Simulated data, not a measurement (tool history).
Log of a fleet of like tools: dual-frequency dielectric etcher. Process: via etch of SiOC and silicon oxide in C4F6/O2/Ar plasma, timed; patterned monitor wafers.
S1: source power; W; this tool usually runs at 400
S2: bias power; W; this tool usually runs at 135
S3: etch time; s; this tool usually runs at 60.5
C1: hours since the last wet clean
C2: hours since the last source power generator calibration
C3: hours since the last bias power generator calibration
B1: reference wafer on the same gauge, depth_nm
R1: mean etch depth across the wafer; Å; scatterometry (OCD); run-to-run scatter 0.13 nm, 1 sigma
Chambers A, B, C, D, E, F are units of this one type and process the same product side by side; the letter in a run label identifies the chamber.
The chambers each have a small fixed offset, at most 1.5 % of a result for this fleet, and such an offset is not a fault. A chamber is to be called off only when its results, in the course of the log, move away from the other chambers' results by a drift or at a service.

run 1E hour=7.0 | S1=400 S2=135 S3=60.5 | C1=334.5 C2=2291.7 C3=3691.3 | B1=61.421 | R1=621.58
run 2C hour=14.7 | S1=400 S2=135 S3=60.5 | C1=289.3 C2=3392.0 C3=3950.5 | B1=61.410 | R1=628.69
run 3A hour=19.3 | S1=400 S2=135 S3=60.5 | C1=107.5 C2=416.3 C3=198.5 | B1=61.391 | R1=623.36
run 4D hour=26.3 | S1=400 S2=135 S3=60.5 | C1=439.1 C2=4920.3 C3=2567.5 | B1=61.414 | R1=623.08
run 5F hour=35.0 | S1=400 S2=135 S3=60.5 | C1=150.8 C2=535.8 C3=1613.5 | B1=61.420 | R1=621.00
run 6B hour=43.6 | S1=400 S2=135 S3=60.5 | C1=324.0 C2=2547.0 C3=2194.9 | B1=61.410 | R1=630.89
run 7E hour=49.1 | S1=400 S2=135 S3=60.5 | C1=376.6 C2=2333.8 C3=3733.4 | B1=61.410 | R1=620.37
run 8A hour=58.1 | S1=400 S2=135 S3=60.5 | C1=146.3 C2=455.1 C3=237.3 | B1=61.401 | R1=623.72
run 9D hour=66.9 | S1=400 S2=135 S3=60.5 | C1=479.7 C2=4960.9 C3=2608.1 | B1=61.394 | R1=621.13
run 10B hour=74.9 | S1=400 S2=135 S3=60.5 | C1=355.3 C2=2578.3 C3=2226.2 | B1=61.435 | R1=633.22
run 11C hour=82.2 | S1=400 S2=135 S3=60.5 | C1=356.8 C2=3459.5 C3=4018.0 | B1=61.388 | R1=630.33
-- hour=85.8 chamber C: bias power generator calibrated
run 12F hour=86.7 | S1=400 S2=135 S3=60.5 | C1=202.5 C2=587.5 C3=1665.2 | B1=61.372 | R1=622.66
run 13B hour=90.9 | S1=400 S2=135 S3=60.5 | C1=371.3 C2=2594.3 C3=2242.2 | B1=61.398 | R1=630.31
run 14F hour=99.5 | S1=470 S2=135 S3=60.5 | C1=215.3 C2=600.3 C3=1678.0 | B1=61.415 | R1=658.79
run 15C hour=105.3 | S1=470 S2=135 S3=60.5 | C1=379.9 C2=3482.6 C3=19.5 | B1=61.429 | R1=667.13
-- hour=110.4 chamber D: wet clean of the chamber
run 16E hour=110.6 | S1=470 S2=135 S3=60.5 | C1=438.1 C2=2395.3 C3=3794.9 | B1=61.406 | R1=661.09
-- hour=111.6 chamber E: wet clean of the chamber
run 17D hour=116.1 | S1=470 S2=135 S3=60.5 | C1=5.8 C2=5010.1 C3=2657.3 | B1=61.385 | R1=665.60
run 18A hour=124.5 | S1=470 S2=135 S3=60.5 | C1=212.7 C2=521.5 C3=303.7 | B1=61.376 | R1=661.54
run 19D hour=129.8 | S1=470 S2=135 S3=60.5 | C1=19.5 C2=5023.8 C3=2671.0 | B1=61.412 | R1=665.81
run 20A hour=136.1 | S1=400 S2=135 S3=60.5 | C1=224.3 C2=533.1 C3=315.3 | B1=61.405 | R1=623.87
run 21B hour=140.4 | S1=400 S2=135 S3=60.5 | C1=420.8 C2=2643.8 C3=2291.7 | B1=61.417 | R1=633.58
run 22E hour=145.5 | S1=400 S2=135 S3=60.5 | C1=34.0 C2=2430.2 C3=3829.8 | B1=61.392 | R1=618.98
run 23F hour=152.4 | S1=400 S2=135 S3=60.5 | C1=268.2 C2=653.2 C3=1730.9 | B1=61.389 | R1=620.29
run 24C hour=160.7 | S1=400 S2=121 S3=60.5 | C1=435.3 C2=3538.0 C3=74.9 | B1=61.395 | R1=610.19
run 25D hour=165.5 | S1=400 S2=121 S3=60.5 | C1=55.2 C2=5059.5 C3=2706.7 | B1=61.409 | R1=601.92
run 26B hour=171.3 | S1=400 S2=121 S3=60.5 | C1=451.7 C2=2674.7 C3=2322.6 | B1=61.407 | R1=617.86
-- hour=171.4 chamber C: wet clean of the chamber
run 27C hour=178.9 | S1=400 S2=121 S3=60.5 | C1=7.6 C2=3556.2 C3=93.1 | B1=61.364 | R1=610.37
run 28F hour=187.7 | S1=400 S2=121 S3=60.5 | C1=303.5 C2=688.5 C3=1766.2 | B1=61.379 | R1=601.00
run 29E hour=194.5 | S1=400 S2=121 S3=60.5 | C1=83.0 C2=2479.2 C3=3878.8 | B1=61.410 | R1=599.58
run 30A hour=198.7 | S1=400 S2=135 S3=60.5 | C1=286.9 C2=595.7 C3=377.9 | B1=61.452 | R1=624.73
run 31D hour=206.7 | S1=400 S2=135 S3=60.5 | C1=96.4 C2=5100.7 C3=2747.9 | B1=61.439 | R1=625.55
run 32E hour=213.3 | S1=400 S2=135 S3=60.5 | C1=101.8 C2=2498.0 C3=3897.6 | B1=61.390 | R1=618.96
run 33B hour=219.5 | S1=400 S2=135 S3=60.5 | C1=499.9 C2=2722.9 C3=2370.8 | B1=61.411 | R1=641.07
run 34C hour=225.6 | S1=400 S2=135 S3=60.5 | C1=54.3 C2=3602.9 C3=139.8 | B1=61.357 | R1=631.00
run 35F hour=234.0 | S1=400 S2=135 S3=60.5 | C1=349.8 C2=734.8 C3=1812.5 | B1=61.408 | R1=620.65
run 36A hour=239.0 | S1=400 S2=135 S3=60.5 | C1=327.2 C2=636.0 C3=418.2 | B1=61.399 | R1=623.61
run 37B hour=243.5 | S1=400 S2=135 S3=60.5 | C1=523.9 C2=2746.9 C3=2394.8 | B1=61.401 | R1=644.77
-- hour=251.7 chamber D: bias power generator calibrated
run 38D hour=252.9 | S1=400 S2=135 S3=60.5 | C1=142.6 C2=5146.9 C3=1.2 | B1=61.383 | R1=623.49
run 39C hour=258.4 | S1=400 S2=135 S3=60.5 | C1=87.1 C2=3635.7 C3=172.6 | B1=61.369 | R1=629.11
run 40F hour=266.6 | S1=400 S2=135 S3=60.5 | C1=382.4 C2=767.4 C3=1845.1 | B1=61.418 | R1=621.52
run 41A hour=272.5 | S1=400 S2=135 S3=60.5 | C1=360.7 C2=669.5 C3=451.7 | B1=61.411 | R1=623.34

Does one chamber stand apart from the rest, does the shared gauge drift, or is all well apart from small per-chamber offsets? Give the chamber and the most likely cause, where there is one.

Chamber B drifts away from the others.
Likeliest cause: etch rate over this chamber's usual, % = 2.45.

Here are 4 candidates for chamber B's next run, each the usual settings with a change, their results left as question marks. Which one brings its results back in line with what the others give on the usual settings?
In line means no further than this from the other chambers' mean on the usual settings: R1 5.00 Å
run 42B-1 hour=279.3 | S1=390 S2=132 S3=60.5 | R1=?
run 42B-2 hour=279.3 | S1=400 S2=134 S3=58.5 | R1=?
run 42B-3 hour=279.3 | S1=400 S2=135 S3=61.5 | R1=?
run 42B-4 hour=279.3 | S1=400 S2=136 S3=62.5 | R1=?

What the other chambers average on the usual settings: R1 623.81 Å
run=42B-1 R1=636.71
run=42B-2 R1=624.63
run=42B-3 R1=658.12
run=42B-4 R1=670.30
The right change is 42B-2: it brings the chamber back within the allowed miss of the others.
